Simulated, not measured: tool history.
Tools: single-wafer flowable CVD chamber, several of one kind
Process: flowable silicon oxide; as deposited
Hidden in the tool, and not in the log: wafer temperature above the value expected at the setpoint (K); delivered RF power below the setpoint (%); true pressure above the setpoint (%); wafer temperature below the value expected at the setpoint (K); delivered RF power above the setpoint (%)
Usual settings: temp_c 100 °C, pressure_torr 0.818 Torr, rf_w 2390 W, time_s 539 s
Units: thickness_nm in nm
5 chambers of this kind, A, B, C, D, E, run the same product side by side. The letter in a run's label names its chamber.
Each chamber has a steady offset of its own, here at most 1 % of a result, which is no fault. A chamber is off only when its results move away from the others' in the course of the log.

| run | hour | temp_c | pressure_torr | rf_w | time_s | hours since the last thermocouple change | hours since the last RF generator calibration | hours since the last manometer calibration | read-back reference wafer on the same gauge, thickness_nm | thickness_nm |
|---|---|---|---|---|---|---|---|---|---|---|
| 1E | 2.9 | 100 | 0.818 | 2390 | 539 | 27.0 | 766.9 | 488.1 | 381.64 | 346.94 |
| 2D | 6.0 | 100 | 0.818 | 2390 | 539 | 234.5 | 781.8 | 1280.6 | 382.06 | 352.46 |
| 3B | 10.0 | 100 | 0.818 | 2390 | 539 | 1356.7 | 1002.9 | 87.3 | 381.88 | 349.64 |
| 4C | 12.1 | 100 | 0.818 | 2390 | 539 | 1535.3 | 344.8 | 756.3 | 381.91 | 348.44 |
| 5A | 15.4 | 100 | 0.818 | 2390 | 539 | 465.3 | 76.6 | 118.9 | 381.91 | 347.94 |
| 6A | 17.7 | 100 | 0.818 | 2390 | 539 | 467.6 | 78.9 | 121.2 | 382.73 | 347.49 |
| 7D | 21.7 | 87 | 0.818 | 2390 | 539 | 250.2 | 797.5 | 1296.3 | 382.22 | 530.58 |
| 8B | 25.6 | 87 | 0.818 | 2390 | 539 | 1372.3 | 1018.5 | 102.9 | 381.72 | 528.07 |
| 9E | 28.3 | 87 | 0.818 | 2390 | 539 | 52.4 | 792.3 | 513.5 | 382.15 | 529.00 |
| 10C | 31.3 | 87 | 0.818 | 2390 | 539 | 1554.5 | 364.0 | 775.5 | 382.41 | 539.06 |
| 11E | 33.7 | 87 | 0.818 | 2390 | 539 | 57.8 | 797.7 | 518.9 | 381.80 | 532.02 |
| 12C | 37.3 | 100 | 0.818 | 2390 | 539 | 1560.5 | 370.0 | 781.5 | 382.08 | 353.01 |
| 13D | 41.1 | 90 | 0.818 | 2390 | 539 | 269.6 | 816.9 | 1315.7 | 382.16 | 484.31 |
| 14B | 43.6 | 90 | 0.818 | 2390 | 539 | 1390.3 | 1036.5 | 120.9 | 381.46 | 479.33 |
| 15A | 46.2 | 90 | 0.818 | 2390 | 539 | 496.1 | 107.4 | 149.7 | 382.18 | 484.58 |
|  | 46.4 | chamber B: RF generator calibrated |
| 16A | 49.4 | 90 | 0.818 | 2390 | 539 | 499.3 | 110.6 | 152.9 | 382.09 | 484.34 |
| 17C | 52.7 | 90 | 0.818 | 2390 | 539 | 1575.9 | 385.4 | 796.9 | 381.47 | 489.22 |
| 18B | 57.2 | 100 | 0.818 | 2390 | 539 | 1403.9 | 10.8 | 134.5 | 381.88 | 351.63 |
| 19D | 61.9 | 100 | 0.818 | 2390 | 539 | 290.4 | 837.7 | 1336.5 | 381.89 | 347.23 |
| 20E | 64.3 | 100 | 0.818 | 2390 | 539 | 88.4 | 828.3 | 549.5 | 381.84 | 345.31 |
| 21C | 66.7 | 100 | 0.818 | 2390 | 539 | 1589.9 | 399.4 | 810.9 | 381.90 | 351.43 |
| 22A | 70.0 | 100 | 0.818 | 2390 | 539 | 519.9 | 131.2 | 173.5 | 381.66 | 345.99 |
| 23B | 73.9 | 100 | 0.818 | 2390 | 539 | 1420.6 | 27.5 | 151.2 | 381.91 | 349.05 |
| 24D | 78.5 | 100 | 0.818 | 2390 | 539 | 307.0 | 854.3 | 1353.1 | 381.85 | 348.92 |
| 25E | 81.4 | 100 | 0.818 | 2390 | 539 | 105.5 | 845.4 | 566.6 | 381.81 | 345.63 |
| 26D | 84.6 | 100 | 0.818 | 2610 | 458 | 313.1 | 860.4 | 1359.2 | 382.16 | 301.08 |
| 27E | 88.5 | 100 | 0.818 | 2610 | 458 | 112.6 | 852.5 | 573.7 | 382.14 | 299.71 |
| 28A | 92.2 | 100 | 0.818 | 2610 | 458 | 542.1 | 153.4 | 195.7 | 382.30 | 294.73 |
| 29C | 95.0 | 100 | 0.818 | 2610 | 458 | 1618.2 | 427.7 | 839.2 | 382.00 | 304.73 |
| 30B | 97.2 | 100 | 0.818 | 2610 | 458 | 1443.9 | 50.8 | 174.5 | 381.85 | 302.67 |
|  | 100.6 | chamber C: thermocouple changed; heater temperature recalibrated |
| 31C | 101.8 | 100 | 0.720 | 2390 | 539 | 1.2 | 434.5 | 846.0 | 382.53 | 299.92 |
| 32E | 106.3 | 100 | 0.720 | 2390 | 539 | 130.4 | 870.3 | 591.5 | 382.17 | 292.26 |
| 33B | 110.6 | 100 | 0.720 | 2390 | 539 | 1457.3 | 64.2 | 187.9 | 382.22 | 299.36 |
| 34D | 112.9 | 100 | 0.720 | 2390 | 539 | 341.4 | 888.7 | 1387.5 | 382.29 | 294.01 |
| 35A | 116.7 | 100 | 0.720 | 2390 | 539 | 566.6 | 177.9 | 220.2 | 381.79 | 286.58 |
| 36E | 120.9 | 100 | 0.818 | 2390 | 539 | 145.0 | 884.9 | 606.1 | 382.34 | 346.52 |
| 37A | 124.5 | 100 | 0.818 | 2390 | 539 | 574.4 | 185.7 | 228.0 | 382.33 | 338.63 |
| 38D | 128.9 | 100 | 0.818 | 2390 | 539 | 357.4 | 904.7 | 1403.5 | 382.23 | 350.77 |
| 39C | 132.8 | 100 | 0.818 | 2390 | 539 | 32.2 | 465.5 | 877.0 | 382.01 | 350.31 |
| 40B | 137.6 | 100 | 0.818 | 2390 | 539 | 1484.3 | 91.2 | 214.9 | 381.83 | 351.01 |

Is one chamber off against the others, does the gauge drift, or is nothing wrong? If a chamber is off, say which, and what the likeliest cause is.

Chamber A drifts away from the others.
Cause: wafer temperature above the value expected at the setpoint (K) = 0.971.
The log may not tell that from: true pressure below the setpoint (%).

Here are 4 candidates for chamber A's next run, each the usual settings with a change, their results left as question marks. Which one brings its results back in line with what the others give on the usual settings?
In line means no further than this from the other chambers' mean on the usual settings: thickness_nm 6.00 nm
| 41A-1 | 141.1 | 99 | 0.818 | 2390 | 539 |  |  |  |  | ? |
| 41A-2 | 141.1 | 98 | 0.818 | 2395 | 544 |  |  |  |  | ? |
| 41A-3 | 141.1 | 100 | 0.818 | 2380 | 522 |  |  |  |  | ? |
| 41A-4 | 141.1 | 102 | 0.818 | 2385 | 535 |  |  |  |  | ? |

The other chambers' mean on the usual settings: thickness_nm 348.74 nm
| run | thickness_nm |
|---|---|
| 41A-1 | 347.88 |
| 41A-2 | 362.70 |
| 41A-3 | 325.48 |
| 41A-4 | 311.94 |
41A-1 brings the chamber back in line.
